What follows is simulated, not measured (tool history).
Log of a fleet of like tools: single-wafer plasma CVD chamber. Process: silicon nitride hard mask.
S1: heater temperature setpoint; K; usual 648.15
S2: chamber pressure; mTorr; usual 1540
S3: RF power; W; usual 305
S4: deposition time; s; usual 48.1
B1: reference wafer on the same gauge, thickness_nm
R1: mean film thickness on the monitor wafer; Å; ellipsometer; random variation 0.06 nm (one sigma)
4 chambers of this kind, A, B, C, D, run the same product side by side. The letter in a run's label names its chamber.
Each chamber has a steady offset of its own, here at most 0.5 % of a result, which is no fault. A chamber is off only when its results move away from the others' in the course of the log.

| run | hour | S1 | S2 | S3 | S4 | B1 | R1 |
|---|---|---|---|---|---|---|---|
| 1A | 6.2 | 648.15 | 1540 | 305 | 48.1 | 63.693 | 557.95 |
| 2C | 12.2 | 648.15 | 1540 | 305 | 48.1 | 63.709 | 560.50 |
| 3D | 18.9 | 648.15 | 1540 | 305 | 48.1 | 63.709 | 559.55 |
| 4B | 25.1 | 648.15 | 1540 | 305 | 48.1 | 63.748 | 561.74 |
| 5D | 30.3 | 648.15 | 1540 | 305 | 48.1 | 63.757 | 560.94 |
| 6A | 33.7 | 648.15 | 1540 | 305 | 48.1 | 63.746 | 558.63 |
| 7B | 37.6 | 648.15 | 1540 | 305 | 48.1 | 63.759 | 560.91 |
| 8C | 44.9 | 648.15 | 1540 | 305 | 48.1 | 63.750 | 561.95 |
| 9B | 52.3 | 648.15 | 1540 | 305 | 48.1 | 63.766 | 562.34 |
| 10D | 58.4 | 648.15 | 1540 | 305 | 48.1 | 63.770 | 560.17 |
| 11C | 63.1 | 648.15 | 1540 | 305 | 48.1 | 63.766 | 562.07 |
| 12A | 68.8 | 648.15 | 1540 | 305 | 48.1 | 63.789 | 559.57 |
| 13D | 72.6 | 648.15 | 1540 | 305 | 48.1 | 63.768 | 559.64 |
| 14A | 79.0 | 648.15 | 1540 | 305 | 48.1 | 63.784 | 559.52 |
| 15B | 84.7 | 648.15 | 1540 | 305 | 48.1 | 63.806 | 561.67 |
| 16C | 89.0 | 642.15 | 1730 | 305 | 48.1 | 63.819 | 582.78 |
| 17B | 95.0 | 642.15 | 1730 | 305 | 48.1 | 63.832 | 582.93 |
| 18C | 98.5 | 642.15 | 1730 | 305 | 48.1 | 63.818 | 582.25 |
| 19D | 105.3 | 642.15 | 1730 | 305 | 48.1 | 63.818 | 581.57 |
| 20A | 108.8 | 648.15 | 1540 | 305 | 48.1 | 63.821 | 560.34 |
| 21D | 115.1 | 648.15 | 1540 | 305 | 48.1 | 63.841 | 559.75 |
| 22B | 122.7 | 648.15 | 1540 | 305 | 48.1 | 63.841 | 563.01 |
| 23A | 129.2 | 648.15 | 1540 | 305 | 48.1 | 63.851 | 560.41 |
| 24C | 135.8 | 648.15 | 1540 | 275 | 48.1 | 63.842 | 524.28 |
| 25C | 139.4 | 648.15 | 1540 | 275 | 48.1 | 63.858 | 524.63 |
| 26D | 144.1 | 648.15 | 1540 | 275 | 48.1 | 63.867 | 523.59 |
| 27A | 149.1 | 648.15 | 1540 | 275 | 48.1 | 63.872 | 523.17 |
| 28B | 155.1 | 648.15 | 1540 | 305 | 48.1 | 63.872 | 562.83 |
| 29A | 160.0 | 648.15 | 1540 | 305 | 48.1 | 63.895 | 560.63 |
| 30D | 166.5 | 648.15 | 1540 | 305 | 48.1 | 63.889 | 561.79 |
| 31B | 171.8 | 648.15 | 1540 | 305 | 48.1 | 63.903 | 562.13 |
| 32C | 176.7 | 638.15 | 1540 | 305 | 54.1 | 63.897 | 635.46 |
| 33A | 181.6 | 638.15 | 1540 | 305 | 54.1 | 63.898 | 632.14 |
| 34B | 187.8 | 638.15 | 1540 | 305 | 54.1 | 63.922 | 635.46 |
| 35C | 195.1 | 638.15 | 1540 | 305 | 54.1 | 63.921 | 635.58 |
| 36D | 200.7 | 648.15 | 1540 | 305 | 48.1 | 63.932 | 561.90 |
| 37A | 204.9 | 648.15 | 1540 | 305 | 48.1 | 63.950 | 561.31 |
| 38B | 209.3 | 648.15 | 1540 | 305 | 48.1 | 63.957 | 562.81 |
| 39D | 213.5 | 648.15 | 1540 | 305 | 55.2 | 63.955 | 643.77 |
| 40C | 220.8 | 648.15 | 1540 | 305 | 55.2 | 63.970 | 647.61 |
| 41C | 226.4 | 648.15 | 1540 | 305 | 55.2 | 63.949 | 647.77 |
| 42B | 232.3 | 648.15 | 1540 | 305 | 55.2 | 63.956 | 646.37 |

All 4 chambers run these settings next. Forecast each chamber's results:
| 43A | 237.8 | 648.15 | 1540 | 305 | 48.1 |  | ? |
| 43B | 237.8 | 648.15 | 1540 | 305 | 48.1 |  | ? |
| 43C | 237.8 | 648.15 | 1540 | 305 | 48.1 |  | ? |
| 43D | 237.8 | 648.15 | 1540 | 305 | 48.1 |  | ? |

| run | R1 |
|---|---|
| 43A | 562.98 |
| 43B | 563.70 |
| 43C | 562.50 |
| 43D | 561.18 |

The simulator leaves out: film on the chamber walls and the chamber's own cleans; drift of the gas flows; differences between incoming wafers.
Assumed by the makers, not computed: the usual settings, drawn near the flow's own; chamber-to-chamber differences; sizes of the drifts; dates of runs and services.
